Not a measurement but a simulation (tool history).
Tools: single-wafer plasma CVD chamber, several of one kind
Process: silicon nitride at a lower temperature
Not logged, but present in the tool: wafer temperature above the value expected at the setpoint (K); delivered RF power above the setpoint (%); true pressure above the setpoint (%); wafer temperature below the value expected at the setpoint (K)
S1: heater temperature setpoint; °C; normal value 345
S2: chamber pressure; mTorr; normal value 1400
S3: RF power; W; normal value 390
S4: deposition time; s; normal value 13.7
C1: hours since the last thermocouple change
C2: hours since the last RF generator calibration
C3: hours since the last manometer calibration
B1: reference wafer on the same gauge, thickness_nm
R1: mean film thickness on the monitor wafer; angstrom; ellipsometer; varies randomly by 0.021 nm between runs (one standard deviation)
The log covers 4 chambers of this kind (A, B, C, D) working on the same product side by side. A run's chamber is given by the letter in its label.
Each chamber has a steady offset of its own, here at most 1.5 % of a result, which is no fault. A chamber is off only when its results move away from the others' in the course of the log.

{"run": "1B", "hour": 3.4, "S1": 345, "S2": 1400, "S3": 390, "S4": 13.7, "C1": 1364.5, "C2": 208.1, "C3": 205, "B1": 18.296, "R1": 185.32}
{"run": "2C", "hour": 8.3, "S1": 345, "S2": 1400, "S3": 390, "S4": 13.7, "C1": 1446.6, "C2": 1384.5, "C3": 648.5, "B1": 18.292, "R1": 186.24}
{"run": "3A", "hour": 14.9, "S1": 345, "S2": 1400, "S3": 390, "S4": 13.7, "C1": 1723.6, "C2": 980.7, "C3": 1637.4, "B1": 18.3, "R1": 184.17}
{"run": "4D", "hour": 21.6, "S1": 345, "S2": 1400, "S3": 390, "S4": 13.7, "C1": 2421.3, "C2": 230, "C3": 1186.4, "B1": 18.293, "R1": 185.35}
{"run": "5B", "hour": 25.4, "S1": 345, "S2": 1400, "S3": 390, "S4": 13.7, "C1": 1386.5, "C2": 230.1, "C3": 227, "B1": 18.291, "R1": 184.98}
{"run": "6D", "hour": 30.4, "S1": 345, "S2": 1400, "S3": 390, "S4": 13.7, "C1": 2430.1, "C2": 238.8, "C3": 1195.2, "B1": 18.288, "R1": 185.5}
{"run": "7A", "hour": 34.7, "S1": 345, "S2": 1400, "S3": 390, "S4": 13.7, "C1": 1743.4, "C2": 1000.5, "C3": 1657.2, "B1": 18.282, "R1": 183.9}
{"run": "8C", "hour": 40.5, "S1": 345, "S2": 1250, "S3": 390, "S4": 13.7, "C1": 1478.8, "C2": 1416.7, "C3": 680.7, "B1": 18.285, "R1": 181.08}
{"run": "9A", "hour": 47.4, "S1": 345, "S2": 1250, "S3": 390, "S4": 13.7, "C1": 1756.1, "C2": 1013.2, "C3": 1669.9, "B1": 18.28, "R1": 178.06}
{"run": "10D", "hour": 52.7, "S1": 345, "S2": 1250, "S3": 390, "S4": 13.7, "C1": 2452.4, "C2": 261.1, "C3": 1217.5, "B1": 18.275, "R1": 179.17}
{"run": "11C", "hour": 57.0, "S1": 345, "S2": 1250, "S3": 390, "S4": 13.7, "C1": 1495.3, "C2": 1433.2, "C3": 697.2, "B1": 18.281, "R1": 180.69}
{"run": "12B", "hour": 63.6, "S1": 345, "S2": 1400, "S3": 390, "S4": 13.7, "C1": 1424.7, "C2": 268.3, "C3": 265.2, "B1": 18.275, "R1": 184.71}
{"run": "13B", "hour": 68.1, "S1": 345, "S2": 1610, "S3": 390, "S4": 15.8, "C1": 1429.2, "C2": 272.8, "C3": 269.7, "B1": 18.272, "R1": 222.01}
{"hour": 68.5, "done": "chamber A: thermocouple changed; heater temperature recalibrated"}
{"run": "14A", "hour": 72.2, "S1": 345, "S2": 1610, "S3": 390, "S4": 15.8, "C1": 3.8, "C2": 1038, "C3": 1694.7, "B1": 18.275, "R1": 220.81}
{"run": "15D", "hour": 78.3, "S1": 345, "S2": 1610, "S3": 390, "S4": 15.8, "C1": 2478, "C2": 286.7, "C3": 1243.1, "B1": 18.271, "R1": 221.68}
{"run": "16C", "hour": 84.2, "S1": 345, "S2": 1610, "S3": 390, "S4": 15.8, "C1": 1522.5, "C2": 1460.4, "C3": 724.4, "B1": 18.269, "R1": 223.38}
{"run": "17C", "hour": 88.4, "S1": 345, "S2": 1400, "S3": 390, "S4": 13.7, "C1": 1526.7, "C2": 1464.6, "C3": 728.6, "B1": 18.264, "R1": 186.9}
{"run": "18D", "hour": 92.7, "S1": 345, "S2": 1400, "S3": 390, "S4": 13.7, "C1": 2492.4, "C2": 301.1, "C3": 1257.5, "B1": 18.263, "R1": 185.45}
{"run": "19A", "hour": 96.6, "S1": 359, "S2": 1400, "S3": 390, "S4": 13.7, "C1": 28.2, "C2": 1062.4, "C3": 1719.1, "B1": 18.259, "R1": 182.68}
{"run": "20B", "hour": 102.1, "S1": 359, "S2": 1400, "S3": 390, "S4": 13.7, "C1": 1463.2, "C2": 306.8, "C3": 303.7, "B1": 18.258, "R1": 183.81}
{"run": "21C", "hour": 107.7, "S1": 359, "S2": 1400, "S3": 390, "S4": 13.7, "C1": 1546, "C2": 1483.9, "C3": 747.9, "B1": 18.257, "R1": 185.35}
{"run": "22D", "hour": 111.6, "S1": 359, "S2": 1400, "S3": 390, "S4": 13.7, "C1": 2511.3, "C2": 320, "C3": 1276.4, "B1": 18.26, "R1": 183.73}
{"run": "23B", "hour": 117.1, "S1": 345, "S2": 1400, "S3": 390, "S4": 13.7, "C1": 1478.2, "C2": 321.8, "C3": 318.7, "B1": 18.257, "R1": 184.94}
{"run": "24A", "hour": 123.2, "S1": 345, "S2": 1400, "S3": 390, "S4": 13.7, "C1": 54.8, "C2": 1089, "C3": 1745.7, "B1": 18.252, "R1": 184.02}
{"run": "25B", "hour": 128.9, "S1": 345, "S2": 1400, "S3": 390, "S4": 13.7, "C1": 1490, "C2": 333.6, "C3": 330.5, "B1": 18.25, "R1": 184.73}
{"run": "26C", "hour": 133.7, "S1": 345, "S2": 1400, "S3": 390, "S4": 13.7, "C1": 1572, "C2": 1509.9, "C3": 773.9, "B1": 18.25, "R1": 186.42}
{"hour": 134.9, "done": "chamber D: thermocouple changed; heater temperature recalibrated"}
{"run": "27D", "hour": 140.2, "S1": 345, "S2": 1400, "S3": 390, "S4": 13.7, "C1": 5.3, "C2": 348.6, "C3": 1305, "B1": 18.244, "R1": 184.8}
{"run": "28A", "hour": 144.2, "S1": 345, "S2": 1400, "S3": 390, "S4": 13.7, "C1": 75.8, "C2": 1110, "C3": 1766.7, "B1": 18.246, "R1": 183.62}
{"run": "29A", "hour": 151.5, "S1": 339, "S2": 1400, "S3": 390, "S4": 12.3, "C1": 83.1, "C2": 1117.3, "C3": 1774, "B1": 18.242, "R1": 165.52}
{"run": "30B", "hour": 158.1, "S1": 339, "S2": 1400, "S3": 390, "S4": 12.3, "C1": 1519.2, "C2": 362.8, "C3": 359.7, "B1": 18.24, "R1": 166.03}
{"run": "31C", "hour": 165.1, "S1": 339, "S2": 1400, "S3": 390, "S4": 12.3, "C1": 1603.4, "C2": 1541.3, "C3": 805.3, "B1": 18.24, "R1": 167.25}
{"run": "32D", "hour": 171.1, "S1": 339, "S2": 1400, "S3": 390, "S4": 12.3, "C1": 36.2, "C2": 379.5, "C3": 1335.9, "B1": 18.233, "R1": 166.6}
{"run": "33C", "hour": 176.3, "S1": 345, "S2": 1400, "S3": 390, "S4": 13.7, "C1": 1614.6, "C2": 1552.5, "C3": 816.5, "B1": 18.23, "R1": 186.16}
{"run": "34A", "hour": 182.1, "S1": 345, "S2": 1400, "S3": 390, "S4": 13.7, "C1": 113.7, "C2": 1147.9, "C3": 1804.6, "B1": 18.231, "R1": 183.74}
{"run": "35D", "hour": 185.7, "S1": 345, "S2": 1400, "S3": 390, "S4": 13.7, "C1": 50.8, "C2": 394.1, "C3": 1350.5, "B1": 18.225, "R1": 184.68}
{"run": "36B", "hour": 189.2, "S1": 345, "S2": 1400, "S3": 390, "S4": 13.7, "C1": 1550.3, "C2": 393.9, "C3": 390.8, "B1": 18.228, "R1": 184.31}
{"run": "37D", "hour": 194.3, "S1": 345, "S2": 1400, "S3": 390, "S4": 12.6, "C1": 59.4, "C2": 402.7, "C3": 1359.1, "B1": 18.232, "R1": 169.92}
{"run": "38A", "hour": 198.3, "S1": 345, "S2": 1400, "S3": 390, "S4": 12.6, "C1": 129.9, "C2": 1164.1, "C3": 1820.8, "B1": 18.219, "R1": 168.54}
{"run": "39C", "hour": 204.2, "S1": 345, "S2": 1400, "S3": 390, "S4": 12.6, "C1": 1642.5, "C2": 1580.4, "C3": 844.4, "B1": 18.221, "R1": 170.9}
{"run": "40B", "hour": 211.2, "S1": 345, "S2": 1400, "S3": 390, "S4": 12.6, "C1": 1572.3, "C2": 415.9, "C3": 412.8, "B1": 18.222, "R1": 169.73}
{"run": "41C", "hour": 217.9, "S1": 345, "S2": 1400, "S3": 390, "S4": 13.7, "C1": 1656.2, "C2": 1594.1, "C3": 858.1, "B1": 18.214, "R1": 185.96}
{"run": "42A", "hour": 221.1, "S1": 345, "S2": 1400, "S3": 390, "S4": 13.7, "C1": 152.7, "C2": 1186.9, "C3": 1843.6, "B1": 18.218, "R1": 183.62}

Decide between three cases: one chamber stands off from its peers, the gauge reading all wafers drifts, or nothing is wrong past each chamber's small offset. Where a chamber is off, say which and what most likely put it there.

Gauge drift. The chambers move together only on paper, and none stands off.
What lies behind it: gauge reads low (%) = 0.472.
